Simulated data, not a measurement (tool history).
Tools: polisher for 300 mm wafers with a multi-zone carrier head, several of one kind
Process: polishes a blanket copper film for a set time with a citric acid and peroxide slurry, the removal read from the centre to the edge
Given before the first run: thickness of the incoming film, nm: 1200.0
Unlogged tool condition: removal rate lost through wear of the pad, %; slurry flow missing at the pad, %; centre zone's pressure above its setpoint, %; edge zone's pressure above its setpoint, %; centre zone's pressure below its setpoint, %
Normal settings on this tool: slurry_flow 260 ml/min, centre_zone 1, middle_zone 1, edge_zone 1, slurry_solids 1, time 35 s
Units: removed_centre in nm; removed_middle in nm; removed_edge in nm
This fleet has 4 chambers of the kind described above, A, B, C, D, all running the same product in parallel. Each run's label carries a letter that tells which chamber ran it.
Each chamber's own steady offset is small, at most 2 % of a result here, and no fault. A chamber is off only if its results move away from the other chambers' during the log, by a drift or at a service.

run   hour  slurry_flow  centre_zone  middle_zone  edge_zone  slurry_solids  time  wafers polished on this pad  hours since the slurry nozzle was cleaned  hours since the centre zone pressure was calibrated  hours since the edge zone pressure was calibrated  removed_centre  removed_middle  removed_edge
       2.2  -- chamber D: worn pad replaced by a new one
       7.8  -- chamber B: worn pad replaced by a new one
 1A    8.9          260            1            1          1              1    35                         1084                                      220.3                                                  604                                              206.7          90.189           88.89        88.805
 2B     20          260            1            1          1              1    35                          210                                      547.3                                               1043.3                                               21.5          91.441          89.381        92.199
      29.8  -- chamber A: worn pad replaced by a new one
 3D     33          260            1            1          1              1    35                          531                                      293.8                                                269.5                                              600.2          90.647          91.058        93.087
 4C   44.5          260            1            1          1              1    35                         1076                                       55.9                                                539.3                                              350.1          89.765          90.482        91.766
      56.4  -- chamber C: edge zone pressure recalibrated
 5B   56.6          290            1            1          1            1.2    35                          841                                      583.9                                               1079.9                                               58.1          98.137          95.217        94.832
 6D     68          290            1            1          1            1.2    35                         1135                                      328.8                                                304.5                                              635.2          95.116          93.503        96.964
      71.6  -- chamber C: worn pad replaced by a new one
 7A   81.2          290            1            1          1            1.2    35                          886                                      292.6                                                676.3                                                279          97.266          97.848        92.648
      90.1  -- chamber D: worn pad replaced by a new one
 8C   91.3          290            1            1          1            1.2    35                          340                                      102.7                                                586.1                                               34.9          96.958          92.149        94.289
      97.3  -- chamber B: worn pad replaced by a new one
 9D  100.7          260            1            1          1              1    35                          184                                      361.5                                                337.2                                              667.9           90.24          88.325        93.268
10A  110.1          260            1            1          1              1    35                         1384                                      321.5                                                705.2                                              307.9          90.833          89.846        88.283
     114.6  -- chamber A: worn pad replaced by a new one
11C  118.8          260            1            1          1              1    35                          814                                      130.2                                                613.6                                               62.4           90.24          88.882        87.606
12B  132.3          260            1            1          1              1    35                          604                                      659.6                                               1155.6                                              133.8          92.537          91.053        93.728
13A    144          260            1            1          1              1    35                          507                                      355.4                                                739.1                                              341.8          90.469          89.818         89.62
     145.3  -- chamber C: worn pad replaced by a new one
14C  155.5          260            1            1          1              1    35                          177                                      166.9                                                650.3                                               99.1          90.661          88.026        91.115
15D  163.3          260            1            1          1              1    35                         1263                                      424.1                                                399.8                                              730.5          88.691          91.597        91.821
       167  -- chamber A: edge zone pressure recalibrated
16B  173.1          260            1            1          1              1    35                         1308                                      700.4                                               1196.4                                              174.6          91.382          88.261        93.598
     179.7  -- chamber B: slurry nozzle cleaned
17B    183          260            1            1          1              1    35                         1479                                        3.3                                               1206.3                                              184.5          91.975          88.716        92.811
     186.1  -- chamber D: worn pad replaced by a new one
     188.3  -- chamber B: worn pad replaced by a new one
18A  192.9          300            1            1          1              1    35                         1351                                      404.3                                                  788                                               25.9          93.986          91.771        89.268
19D  200.6          300            1            1          1              1    35                          250                                      461.4                                                437.1                                              767.8          90.615          92.262        91.736
     210.6  -- chamber A: worn pad replaced by a new one
20C  211.7          300            1            1          1              1    35                         1145                                      223.1                                                706.5                                              155.3          91.559           91.31         92.07
21B  223.6          300            1            1          1              1    35                          609                                       43.9                                               1246.9                                              225.1          93.529          91.215        92.036
     225.9  -- chamber C: worn pad replaced by a new one
     226.2  -- chamber D: slurry nozzle cleaned
22D  231.1          260            1            1          1              1    35                          776                                        4.9                                                467.6                                              798.3          90.396           88.36        92.099
23C  237.1          260            1            1          1              1    35                          193                                      248.5                                                731.9                                              180.7          89.029          88.608        88.063
       238  -- chamber B: centre zone pressure recalibrated
24A    244          260            1            1          1              1    35                          577                                      455.4                                                839.1                                                 77          95.927          89.982        88.147
25D    255          260            1            1          1              1    35                         1188                                       28.8                                                491.5                                              822.2          88.999           89.36        90.101
26A  266.1          260            1         0.96       1.07              1    35                          958                                      477.5                                                861.2                                               99.1          95.418           88.26        90.972
     268.1  -- chamber B: worn pad replaced by a new one
     268.4  -- chamber D: worn pad replaced by a new one
     274.3  -- chamber C: slurry nozzle cleaned
27C    278          260            1         0.96       1.07              1    35                          898                                        3.8                                                772.8                                              221.6          89.668           84.92         93.06
28B    286          260            1         0.96       1.07              1    35                          309                                      106.3                                                 48.1                                              287.5          92.892           84.25        95.513
     288.1  -- chamber A: worn pad replaced by a new one
29B  293.9          260            1         0.96       1.07              1    35                          446                                      114.2                                                   56                                              295.4          92.722          86.514        93.196
30C  301.4          225            1            1          1              1    40                         1302                                       27.2                                                796.2                                                245           100.7             101        103.06
31A  313.9          225            1            1          1              1    40                          446                                      525.3                                                  909                                              146.9          108.66          101.43        100.35
       318  -- chamber C: worn pad replaced by a new one
32D  325.9          225            1            1          1              1    40                          992                                       99.7                                                562.4                                              893.1          101.96          102.56        103.99
33B  337.5          225            1            1          1              1    40                         1197                                      157.8                                                 99.6                                                339          103.27          98.924        102.26
34A  344.4          260            1         1.04          1              1    35                          972                                      555.8                                                939.5                                              177.4          98.321          94.984        91.496
     351.7  -- chamber D: worn pad replaced by a new one
35D  355.9          260            1         1.04          1              1    35                           73                                      129.7                                                592.4                                              923.1          89.408          93.016        92.053
     364.5  -- chamber B: worn pad replaced by a new one
36C  368.5          260            1         1.04          1              1    35                          872                                       94.3                                                863.3                                              312.1          88.885          94.151        89.662
     374.7  -- chamber A: worn pad replaced by a new one
37D  377.7          260            1         1.04          1              1    35                          449                                      151.5                                                614.2                                              944.9          89.987          94.931        91.809
38A  388.7          260            1            1          1              1    35                          241                                      600.1                                                983.8                                              221.7          98.773          90.155        87.511
39C  396.3          260            1            1          1              1    35                         1351                                      122.1                                                891.1                                              339.9          92.952          89.403        91.634
40B  403.4          260            1            1          1              1    35                          670                                      223.7                                                165.5                                              404.9          91.971          88.626        90.261
41A  415.4          260            1            1          1              1    35                          701                                      626.8                                               1010.5                                              248.4          101.81          91.003        89.263
42B  424.7          260         0.95         0.96          1              1    35                         1037                                        245                                                186.8                                              426.2          87.907          88.438        91.508

Is one chamber out of step, is the gauge drifting, or do the chambers differ by no more than their own small offsets? For an off chamber, give its letter and the likeliest cause.

Little by little, chamber A moves away from the other chambers.
What lies behind it: centre zone's pressure above its setpoint, % = 10.7.

Chamber A could run next with any of the 4 candidate recipes listed below; each alters the usual settings, and their results appear as question marks. Which one brings its results back in line with what the other chambers deliver on the usual settings?
In line means no further than this from the other chambers' mean on the usual settings: removed_centre 3.9 nm; removed_middle 4.6 nm; removed_edge 4.6 nm
43A-1  434.5          275         1.16            1       0.92              1    35                                                                                                                                                                                               ?               ?             ?
43A-2  434.5          265         1.09            1       0.96              1    35                                                                                                                                                                                               ?               ?             ?
43A-3  434.5          255         0.91            1       1.04              1    35                                                                                                                                                                                               ?               ?             ?
43A-4  434.5          245         0.84            1       1.08              1    35                                                                                                                                                                                               ?               ?             ?

Usual-settings mean across the other chambers: removed_centre 90.759 nm; removed_middle 90.014 nm; removed_edge 91.188 nm
  run  removed_centre  removed_middle  removed_edge
43A-1          118.82          90.746        86.562
43A-2          110.73          90.411         88.16
43A-3          90.839          90.105         91.58
43A-4          82.877          89.711        93.098
Change 43A-3 lands the chamber within the allowed miss of the other chambers.
